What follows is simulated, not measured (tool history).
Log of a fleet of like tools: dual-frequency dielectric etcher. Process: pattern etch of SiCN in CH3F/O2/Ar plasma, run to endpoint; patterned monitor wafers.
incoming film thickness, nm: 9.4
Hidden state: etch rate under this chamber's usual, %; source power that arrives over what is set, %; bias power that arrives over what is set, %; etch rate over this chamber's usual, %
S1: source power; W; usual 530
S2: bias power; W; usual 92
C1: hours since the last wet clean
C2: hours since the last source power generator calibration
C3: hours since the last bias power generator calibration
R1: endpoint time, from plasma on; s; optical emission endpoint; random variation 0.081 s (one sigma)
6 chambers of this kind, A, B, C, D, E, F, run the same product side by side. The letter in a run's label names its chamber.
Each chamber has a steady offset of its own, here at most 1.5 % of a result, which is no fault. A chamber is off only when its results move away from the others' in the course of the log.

run   hour   S1   S2     C1      C2      C3      R1
 1D   13.4  530   92  299.9   385.2  2064.5  20.713
 2B   28.7  530   92   81.2  2502.6  2020.3  20.460
 3C   39.0  530   92  259.6  3825.2  1224.5  20.492
 4E   54.5  530   92  330.3  1606.8  1544.4  20.732
 5F   63.4  530   92   87.4  1467.7   198.8  20.272
 6A   74.8  450  112   99.1   782.7   155.7  20.180
 7B   89.3  450  112  141.8  2563.2  2080.9  20.133
 8C  102.9  450  112  323.5  3889.1  1288.4  20.285
     112.5  -- chamber B: source power generator calibrated
 9A  117.8  450  112  142.1   825.7   198.7  20.356
     125.1  -- chamber D: wet clean of the chamber
10F  131.9  450  112  155.9  1536.2   267.3  20.169
11E  143.1  450  112  418.9  1695.4  1633.0  20.340
12D  155.3  530   92   30.2   527.1  2206.4  20.662
13E  165.1  530   92  440.9  1717.4  1655.0  20.710
14C  179.1  530   92  399.7  3965.3  1364.6  20.633
     181.1  -- chamber C: wet clean of the chamber
15B  187.1  530   92  239.6    74.6  2178.7  20.172
     200.7  -- chamber F: source power generator calibrated
16D  200.8  530   92   75.7   572.6  2251.9  20.789
17A  212.8  530   92  237.1   920.7   293.7  20.521
18F  222.5  530   92  246.5    21.8   357.9  20.331
19A  230.7  530   92  255.0   938.6   311.6  20.717
     239.1  -- chamber C: source power generator calibrated
20F  239.6  530   92  263.6    38.9   375.0  20.320
21C  247.0  530   92   65.9     8.0  1432.5  21.128
     248.7  -- chamber E: wet clean of the chamber
22D  257.8  530   92  132.7   629.6  2308.9  20.793
23E  270.4  530   92   21.7  1822.7  1760.3  20.576
     271.3  -- chamber B: wet clean of the chamber
24B  281.3  530   92   10.1   168.8  2272.9  20.296
25C  289.3  530   92  108.2    50.3  1474.8  21.005
     298.0  -- chamber A: wet clean of the chamber
26D  299.1  410  106  174.0   670.9  2350.2  21.524
27A  310.9  410  106   12.9  1018.8   391.8  21.408
28F  320.7  410  106  344.7   120.0   456.1  21.180
29B  335.0  410  106   63.8   222.5  2326.6  21.202
30E  343.5  410  106   94.8  1895.8  1833.4  21.700
31B  356.0  410  106   84.8   243.5  2347.6  21.206
32D  371.4  530   92  246.3   743.2  2422.5  20.724
33F  386.1  640   82  410.1   185.4   521.5  19.913
34C  398.8  640   82  217.7   159.8  1584.3  20.537
35E  413.6  640   82  164.9  1965.9  1903.5  19.896
36A  424.0  640   82  126.0  1131.9   504.9  20.029
37A  430.9  640   82  132.9  1138.8   511.8  20.029
38E  441.6  640   82  192.9  1993.9  1931.5  20.072
39D  451.1  530   92  326.0   822.9  2502.2  20.626
40C  459.5  530   92  278.4   220.5  1645.0  21.104
41F  473.8  530   92  497.8   273.1   609.2  20.567
42B  483.9  530   92  212.7   371.4  2475.5  20.407
43B  498.9  530   92  227.7   386.4  2490.5  20.333

Next, every chamber runs the same settings. What will each give?
44A  510.1  480  92               ?
44B  510.1  480  92               ?
44C  510.1  480  92               ?
44D  510.1  480  92               ?
44E  510.1  480  92               ?
44F  510.1  480  92               ?

run      R1
44A  21.368
44B  21.133
44C  21.928
44D  21.431
44E  21.458
44F  21.086

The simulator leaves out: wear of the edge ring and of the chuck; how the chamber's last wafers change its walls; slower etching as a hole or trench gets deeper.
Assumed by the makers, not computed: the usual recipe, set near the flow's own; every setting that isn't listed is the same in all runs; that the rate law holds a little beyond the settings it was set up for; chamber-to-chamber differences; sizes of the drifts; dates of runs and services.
